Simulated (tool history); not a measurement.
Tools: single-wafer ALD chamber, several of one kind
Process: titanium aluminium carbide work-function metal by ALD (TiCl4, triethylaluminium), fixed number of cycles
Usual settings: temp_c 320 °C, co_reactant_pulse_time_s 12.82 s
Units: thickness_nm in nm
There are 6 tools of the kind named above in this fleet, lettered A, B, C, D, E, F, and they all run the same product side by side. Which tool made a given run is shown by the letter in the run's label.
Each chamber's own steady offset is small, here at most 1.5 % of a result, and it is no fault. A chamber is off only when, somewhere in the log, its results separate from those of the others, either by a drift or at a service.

run    day  temp_c  co_reactant_pulse_time_s  hours since the last thermocouple change  hours since the last triethylaluminium bottle change  read-back reference wafer on the same gauge, thickness_nm  thickness_nm
 1A  0.150     320                     12.82                                    1400.2                                                 207.1                                                     2.3392        2.2344
 2B  0.312     320                     12.82                                     471.1                                                 430.2                                                     2.3398        2.2511
 3E  0.508     320                     12.82                                     607.6                                                1413.1                                                     2.3397        2.2118
 4C  0.746     320                     12.82                                    1684.3                                                 127.5                                                     2.3386        2.2370
     0.762  -- chamber A: thermocouple changed; heater temperature recalibrated
 5F  0.925     320                     12.82                                     776.7                                                 332.8                                                     2.3393        2.2249
 6D  1.092     314                     12.82                                    1354.6                                                1142.5                                                     2.3380        2.1746
 7C  1.325     314                     12.82                                    1698.2                                                 141.4                                                     2.3381        2.1851
 8A  1.567     314                     12.82                                      19.3                                                 241.1                                                     2.3378        2.1730
 9E  1.804     314                     12.82                                     638.7                                                1444.2                                                     2.3378        2.1631
10B  1.996     314                     12.82                                     511.5                                                 470.6                                                     2.3372        2.1913
11F  2.133     314                     12.82                                     805.7                                                 361.8                                                     2.3372        2.1677
12D  2.396     320                     12.82                                    1385.9                                                1173.8                                                     2.3370        2.2268
13D  2.554     320                     12.82                                    1389.7                                                1177.6                                                     2.3375        2.2286
14C  2.696     332                     15.58                                    1731.1                                                 174.3                                                     2.3354        2.3576
15B  2.821     332                     15.58                                     531.3                                                 490.4                                                     2.3357        2.3776
16E  2.946     332                     15.58                                     666.1                                                1471.6                                                     2.3358        2.3401
17A  3.192     332                     15.58                                      58.3                                                 280.1                                                     2.3358        2.3541
18F  3.404     332                     15.58                                     836.2                                                 392.3                                                     2.3357        2.3530
19C  3.667     332                     15.58                                    1754.4                                                 197.6                                                     2.3356        2.3559
20A  3.867     320                     12.82                                      74.5                                                 296.3                                                     2.3352        2.2269
21F  4.117     320                     12.82                                     853.3                                                 409.4                                                     2.3348        2.2197
22D  4.246     320                     12.82                                    1430.3                                                1218.2                                                     2.3342        2.2270
23B  4.404     325                     12.82                                     569.3                                                 528.4                                                     2.3339        2.2909
24E  4.604     325                     12.82                                     705.9                                                1511.4                                                     2.3337        2.2516
25D  4.733     325                     12.82                                    1442.0                                                1229.9                                                     2.3339        2.2699
26F  4.925     325                     12.82                                     872.7                                                 428.8                                                     2.3327        2.2660
27B  5.192     325                     12.82                                     588.2                                                 547.3                                                     2.3327        2.2889
28E  5.354     325                     12.82                                     723.9                                                1529.4                                                     2.3326        2.2540
29C  5.512     320                     12.82                                    1798.7                                                 241.9                                                     2.3323        2.2280
30A  5.683     320                     12.82                                     118.1                                                 339.9                                                     2.3327        2.2244
31D  5.812     320                     12.82                                    1467.9                                                1255.8                                                     2.3322        2.2246
32E  5.983     320                     12.82                                     739.0                                                1544.5                                                     2.3316        2.2064
33F  6.158     320                     12.82                                     902.3                                                 458.4                                                     2.3316        2.2220
34B  6.425     309                     12.82                                     617.8                                                 576.9                                                     2.3318        2.1419
35A  6.646     309                     12.82                                     141.2                                                 363.0                                                     2.3310        2.1264
36C  6.800     309                     12.82                                    1829.6                                                 272.8                                                     2.3309        2.1311
37A  6.917     309                     12.82                                     147.7                                                 369.5                                                     2.3305        2.1221
38D  7.146     309                     12.82                                    1499.9                                                1287.8                                                     2.3306        2.1221
39E  7.267     309                     12.82                                     769.8                                                1575.3                                                     2.3297        2.1060
40F  7.529     320                     12.82                                     935.2                                                 491.3                                                     2.3302        2.2178
41B  7.671     320                     12.82                                     647.7                                                 606.8                                                     2.3297        2.2393

All chambers now run identical settings, listed one chamber a line with results as question marks. What results will each chamber show?
42A  7.867     320                     10.12                                                                                                                                                                        ?
42B  7.867     320                     10.12                                                                                                                                                                        ?
42C  7.867     320                     10.12                                                                                                                                                                        ?
42D  7.867     320                     10.12                                                                                                                                                                        ?
42E  7.867     320                     10.12                                                                                                                                                                        ?
42F  7.867     320                     10.12                                                                                                                                                                        ?

run  thickness_nm
42A        2.1714
42B        2.1947
42C        2.1886
42D        2.1768
42E        2.1651
42F        2.1803

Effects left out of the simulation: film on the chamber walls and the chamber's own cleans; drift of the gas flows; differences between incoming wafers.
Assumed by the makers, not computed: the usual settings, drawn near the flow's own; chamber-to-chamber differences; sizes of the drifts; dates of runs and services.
